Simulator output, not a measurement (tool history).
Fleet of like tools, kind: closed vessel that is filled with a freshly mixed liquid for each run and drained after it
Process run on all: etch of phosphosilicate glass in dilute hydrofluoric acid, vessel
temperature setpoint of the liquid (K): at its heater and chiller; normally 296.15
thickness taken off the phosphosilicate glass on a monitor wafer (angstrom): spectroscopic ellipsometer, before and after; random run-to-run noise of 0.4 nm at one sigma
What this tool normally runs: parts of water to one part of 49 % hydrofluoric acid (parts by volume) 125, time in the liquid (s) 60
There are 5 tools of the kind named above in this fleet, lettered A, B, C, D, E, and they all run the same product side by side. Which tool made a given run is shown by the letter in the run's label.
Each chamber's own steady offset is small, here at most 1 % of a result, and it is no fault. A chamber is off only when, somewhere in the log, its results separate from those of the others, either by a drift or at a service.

run,hour,temperature setpoint of the liquid (K),parts of water to one part of 49 % hydrofluoric acid (parts by volume),time in the liquid (s),"read-back film thickness of the phosphosilicate glass reference wafer, read on the same gauge (nm)",thickness taken off the phosphosilicate glass on a monitor wafer (angstrom)
1A,3.7,296.15,125,60,30.008,524.44
2D,8.1,296.15,125,60,30.016,530.04
3E,11.9,296.15,125,60,29.989,528.81
4C,14.7,296.15,125,60,30.011,538.61
5B,18.8,296.15,125,60,29.98,538.27
6D,23.1,296.15,125,60,29.997,533.67
7B,27.3,296.15,125,80,30.003,712.46
8C,31.5,296.15,125,80,29.978,710.86
9A,34.1,296.15,125,80,30.021,699.98
10E,38.4,296.15,125,80,30.01,700.74
11B,40.6,296.15,125,80,30.016,710.57
12A,43.6,296.15,125,45,29.977,393.45
13C,47.3,296.15,125,45,30.019,401.16
14E,50.8,296.15,125,45,30.001,398.94
15D,53,296.15,125,45,30.012,405.34
16A,57.4,296.15,125,45,29.989,389.41
17D,59.5,296.15,125,60,29.997,546.88
18B,63.1,296.15,125,60,30.029,525.65
19E,67.3,296.15,125,60,29.998,530.25
20C,69.9,296.15,125,60,30.012,524.86
21B,72.8,296.15,125,60,30.012,527.27
22C,74.9,292.15,175,60,29.985,308.24
23D,78.2,292.15,175,60,29.983,324.1
24E,81.3,292.15,175,60,29.997,301.72
25A,83.4,292.15,175,60,29.994,305.47
26B,85.9,292.15,175,60,29.992,303.88
27D,88,299.15,70,60,30.002,1173.4
28A,90.4,299.15,70,60,30.008,1106
29E,93.6,299.15,70,60,29.996,1163.1
30C,98,299.15,70,60,29.982,1133.6
31C,101.8,299.15,70,60,30.005,1135.3
32A,105,296.15,125,85,30.016,744.8
33D,109.3,296.15,125,85,29.998,800.89
34B,111.9,296.15,125,85,30.003,745.65
35E,115,296.15,125,85,29.996,750.73
36D,117,296.15,125,85,29.978,808.56
37E,120.4,296.15,125,60,29.989,533.12
38B,124.4,299.15,105,60,29.995,726.85
39A,128.2,299.15,105,60,29.974,705.95
40C,131.5,299.15,105,60,29.982,723.69

Next, every chamber runs the same settings. What will each give?
41A,134.6,296.15,80,60,,?
41B,134.6,296.15,80,60,,?
41C,134.6,296.15,80,60,,?
41D,134.6,296.15,80,60,,?
41E,134.6,296.15,80,60,,?

run,thickness taken off the phosphosilicate glass on a monitor wafer (angstrom)
41A,847.48
41B,867.72
41C,883.2
41D,928.17
41E,868.53
